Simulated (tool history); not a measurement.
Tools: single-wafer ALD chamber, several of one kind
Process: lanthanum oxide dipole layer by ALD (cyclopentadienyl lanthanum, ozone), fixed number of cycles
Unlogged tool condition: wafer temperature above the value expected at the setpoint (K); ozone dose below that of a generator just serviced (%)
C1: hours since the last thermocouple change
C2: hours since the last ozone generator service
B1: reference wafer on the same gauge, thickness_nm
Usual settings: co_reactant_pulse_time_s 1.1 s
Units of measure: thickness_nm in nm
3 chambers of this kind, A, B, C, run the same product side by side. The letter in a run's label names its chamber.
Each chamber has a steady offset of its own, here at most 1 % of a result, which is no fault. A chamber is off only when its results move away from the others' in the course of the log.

Run 1A, hour 3.9: usual settings; C1 1007; C2 659.4; B1 0.52008. Result: thickness_nm 0.51771 nm.
Run 2B, hour 8.1: usual settings; C1 870.6; C2 841.3; B1 0.52042. Result: thickness_nm 0.51408 nm.
Run 3C, hour 11.8: usual settings; C1 73.7; C2 397.3; B1 0.51995. Result: thickness_nm 0.51434 nm.
Run 4C, hour 16.1: usual settings; C1 78; C2 401.6; B1 0.51995. Result: thickness_nm 0.51807 nm.
Run 5A, hour 18.6: usual settings; C1 1021.7; C2 674.1; B1 0.51979. Result: thickness_nm 0.51784 nm.
Run 6B, hour 22.3: usual settings; C1 884.8; C2 855.5; B1 0.51977. Result: thickness_nm 0.51288 nm.
Run 7A, hour 24.4: usual settings; C1 1027.5; C2 679.9; B1 0.52048. Result: thickness_nm 0.52106 nm.
Run 8C, hour 28: usual settings; C1 89.9; C2 413.5; B1 0.51995. Result: thickness_nm 0.51417 nm.
Run 9B, hour 31: usual settings; C1 893.5; C2 864.2; B1 0.52011. Result: thickness_nm 0.51272 nm.
Run 10C, hour 34.5: usual settings; C1 96.4; C2 420; B1 0.52048. Result: thickness_nm 0.51905 nm.
Run 11A, hour 37.5: usual settings but co_reactant_pulse_time_s 1.3 s; C1 1040.6; C2 693; B1 0.52013. Result: thickness_nm 0.5437 nm.
Run 12B, hour 40.7: usual settings but co_reactant_pulse_time_s 1.3 s; C1 903.2; C2 873.9; B1 0.51951. Result: thickness_nm 0.53311 nm.
Run 13A, hour 44.5: usual settings but co_reactant_pulse_time_s 1.3 s; C1 1047.6; C2 700; B1 0.52006. Result: thickness_nm 0.53749 nm.
Run 14B, hour 47: usual settings; C1 909.5; C2 880.2; B1 0.5201. Result: thickness_nm 0.50973 nm.
Run 15C, hour 50.1: usual settings; C1 112; C2 435.6; B1 0.52015. Result: thickness_nm 0.51571 nm.
Run 16B, hour 54.3: usual settings; C1 916.8; C2 887.5; B1 0.51992. Result: thickness_nm 0.50874 nm.
Run 17A, hour 57: usual settings; C1 1060.1; C2 712.5; B1 0.5199. Result: thickness_nm 0.51716 nm.
Run 18C, hour 60.6: usual settings but co_reactant_pulse_time_s 1.35 s; C1 122.5; C2 446.1; B1 0.52008. Result: thickness_nm 0.54371 nm.
Run 19C, hour 63.3: usual settings but co_reactant_pulse_time_s 1.35 s; C1 125.2; C2 448.8; B1 0.51992. Result: thickness_nm 0.54385 nm.
Run 20B, hour 65.4: usual settings but co_reactant_pulse_time_s 1.35 s; C1 927.9; C2 898.6; B1 0.51988. Result: thickness_nm 0.541 nm.
Run 21A, hour 68.5: usual settings; C1 1071.6; C2 724; B1 0.51981. Result: thickness_nm 0.51679 nm.
Run 22B, hour 71: usual settings; C1 933.5; C2 904.2; B1 0.51992. Result: thickness_nm 0.51221 nm.
Run 23C, hour 74.9: usual settings; C1 136.8; C2 460.4; B1 0.51992. Result: thickness_nm 0.51721 nm.
Run 24A, hour 79: usual settings; C1 1082.1; C2 734.5; B1 0.52039. Result: thickness_nm 0.51608 nm.
Run 25B, hour 81.2: usual settings; C1 943.7; C2 914.4; B1 0.52005. Result: thickness_nm 0.50889 nm.
Run 26A, hour 84.5: usual settings; C1 1087.6; C2 740; B1 0.52009. Result: thickness_nm 0.51223 nm.
Run 27C, hour 88.6: usual settings; C1 150.5; C2 474.1; B1 0.52002. Result: thickness_nm 0.51611 nm.
Run 28C, hour 91: usual settings; C1 152.9; C2 476.5; B1 0.51977. Result: thickness_nm 0.51819 nm.

Has any chamber moved away from the others, gradually or after a service, or does the common gauge drift, or do the chambers differ only by their own small steady offsets? State the chamber and the most likely cause if one applies.

Neither any chamber nor the gauge drifts; the chambers differ only by their own small, steady offsets.
